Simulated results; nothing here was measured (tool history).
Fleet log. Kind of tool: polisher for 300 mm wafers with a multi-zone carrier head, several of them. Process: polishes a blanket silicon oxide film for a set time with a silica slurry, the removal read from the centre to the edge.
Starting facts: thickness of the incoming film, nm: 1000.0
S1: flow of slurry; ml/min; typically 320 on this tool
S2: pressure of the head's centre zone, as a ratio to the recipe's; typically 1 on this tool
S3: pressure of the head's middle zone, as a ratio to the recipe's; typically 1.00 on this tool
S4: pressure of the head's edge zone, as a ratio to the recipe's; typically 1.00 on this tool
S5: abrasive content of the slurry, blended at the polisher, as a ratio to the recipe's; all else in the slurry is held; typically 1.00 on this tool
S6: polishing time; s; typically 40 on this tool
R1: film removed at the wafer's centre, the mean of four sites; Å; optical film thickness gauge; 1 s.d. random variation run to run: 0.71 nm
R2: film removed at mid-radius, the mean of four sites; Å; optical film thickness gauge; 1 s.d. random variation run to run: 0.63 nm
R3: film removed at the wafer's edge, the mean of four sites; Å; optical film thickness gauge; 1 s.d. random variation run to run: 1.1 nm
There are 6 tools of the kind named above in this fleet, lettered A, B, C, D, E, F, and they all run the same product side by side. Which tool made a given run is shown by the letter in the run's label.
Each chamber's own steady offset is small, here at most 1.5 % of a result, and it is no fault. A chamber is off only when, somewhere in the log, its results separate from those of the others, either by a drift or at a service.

run   hour   S1  S2    S3    S4    S5  S6      R1      R2      R3
       4.1  -- chamber D: worn pad replaced by a new one
       7.6  -- chamber A: worn pad replaced by a new one
 1A    9.6  320   1  1.00  1.00  1.00  40  887.88  893.60  870.24
 2D   14.2  320   1  1.00  1.00  1.00  40  890.11  876.74  884.54
 3C   23.9  320   1  1.00  1.00  1.00  40  876.27  871.20  882.89
      25.7  -- chamber B: worn pad replaced by a new one
      27.0  -- chamber A: edge zone pressure recalibrated
 4B   32.5  320   1  1.00  1.00  1.00  40  901.46  882.58  875.85
      35.4  -- chamber F: centre zone pressure recalibrated
 5E   38.4  320   1  1.00  1.00  1.00  40  887.00  883.82  882.20
 6F   44.9  320   1  1.00  1.00  1.00  40  884.58  872.42  884.30
 7D   53.9  320   1  1.00  1.00  1.00  40  883.27  887.84  879.84
      54.5  -- chamber B: edge zone pressure recalibrated
      58.8  -- chamber E: worn pad replaced by a new one
 8A   60.1  320   1  1.00  1.00  1.00  40  892.26  895.73  865.13
 9F   70.2  320   1  1.00  1.00  1.00  40  879.43  873.90  894.34
10B   78.1  320   1  1.00  1.00  1.00  40  889.11  874.77  898.92
      81.1  -- chamber A: worn pad replaced by a new one
      82.8  -- chamber C: worn pad replaced by a new one
11C   85.2  320   1  1.00  1.00  1.00  40  881.32  885.35  876.27
      93.8  -- chamber F: worn pad replaced by a new one
12E   95.1  320   1  1.00  1.00  1.00  40  903.15  892.09  875.63
13F  100.2  320   1  1.00  1.00  0.85  40  810.39  818.50  818.07
     100.6  -- chamber D: centre zone pressure recalibrated
14E  107.2  320   1  1.00  1.00  0.85  40  816.13  812.85  819.36
15A  117.3  320   1  1.00  1.00  0.85  40  821.12  829.56  796.42
16C  122.4  320   1  1.00  1.00  0.85  40  828.68  801.88  811.67
     123.8  -- chamber E: worn pad replaced by a new one
17D  132.3  320   1  1.00  1.00  0.85  40  824.61  824.10  811.04
     132.8  -- chamber C: edge zone pressure recalibrated
     134.7  -- chamber D: worn pad replaced by a new one
18B  138.1  320   1  1.00  1.00  0.85  40  830.03  817.88  825.51
     141.1  -- chamber A: worn pad replaced by a new one
19B  148.5  375   1  1.00  1.00  0.85  40  837.92  822.52  829.67
20C  157.4  375   1  1.00  1.00  0.85  40  838.17  820.62  841.38
     158.9  -- chamber B: worn pad replaced by a new one
     159.2  -- chamber D: slurry nozzle cleaned
21A  165.4  375   1  1.00  1.00  0.85  40  837.07  833.53  808.14
     165.5  -- chamber F: edge zone pressure recalibrated
22D  175.1  375   1  1.00  1.00  0.85  40  828.89  821.52  827.35
23F  182.6  375   1  1.00  1.00  0.85  40  836.36  833.22  819.24
24E  189.0  375   1  1.00  1.00  0.85  40  829.37  833.88  823.31
     192.5  -- chamber E: worn pad replaced by a new one
25A  195.7  320   1  1.00  1.00  1.00  40  888.02  889.22  897.84
26C  206.2  320   1  1.00  1.00  1.00  40  888.63  870.24  860.10
     206.9  -- chamber F: worn pad replaced by a new one
     211.8  -- chamber A: worn pad replaced by a new one
27D  213.5  320   1  1.00  1.00  1.00  40  887.97  883.74  891.77
     221.1  -- chamber C: worn pad replaced by a new one
28F  221.2  320   1  1.00  1.11  1.00  40  886.24  888.84  918.52
29B  228.2  320   1  1.00  1.11  1.00  40  891.70  861.47  928.52
30E  235.3  320   1  1.00  1.11  1.00  40  883.90  887.49  927.90
31F  244.5  320   1  1.00  1.11  1.00  40  889.79  880.19  933.59
32A  250.0  320   1  1.00  1.11  1.00  40  887.48  889.04  912.68
     255.9  -- chamber E: worn pad replaced by a new one
33D  257.2  320   1  1.00  1.11  1.00  40  887.91  885.97  928.15
34C  266.5  320   1  1.00  1.00  1.00  40  876.61  877.13  891.32
     267.6  -- chamber D: worn pad replaced by a new one
     275.6  -- chamber F: slurry nozzle cleaned
35E  276.2  320   1  1.00  1.00  1.00  40  894.77  875.61  887.73
     282.4  -- chamber A: worn pad replaced by a new one
     282.6  -- chamber B: worn pad replaced by a new one
36B  284.5  320   1  1.00  1.00  1.00  40  902.57  878.84  885.38
37C  292.0  320   1  1.00  1.00  1.00  40  884.59  886.29  869.52
38A  300.9  320   1  1.00  1.00  1.00  40  895.84  894.37  883.75
39F  307.9  320   1  1.00  1.00  1.00  40  874.39  876.94  879.58
     314.7  -- chamber E: worn pad replaced by a new one
40E  315.3  320   1  1.00  1.00  0.75  40  759.02  771.04  770.94
41D  322.8  320   1  1.00  1.00  0.75  40  778.00  766.96  758.81
42B  328.7  320   1  1.00  1.00  0.75  40  765.65  760.42  771.64

One chamber off, gauge drift, or nothing amiss beyond the chambers' own small offsets? If it is a chamber, which one, and what is the likeliest cause?

No chamber is off and the gauge is stable; the differences are just each chamber's small, constant offset.
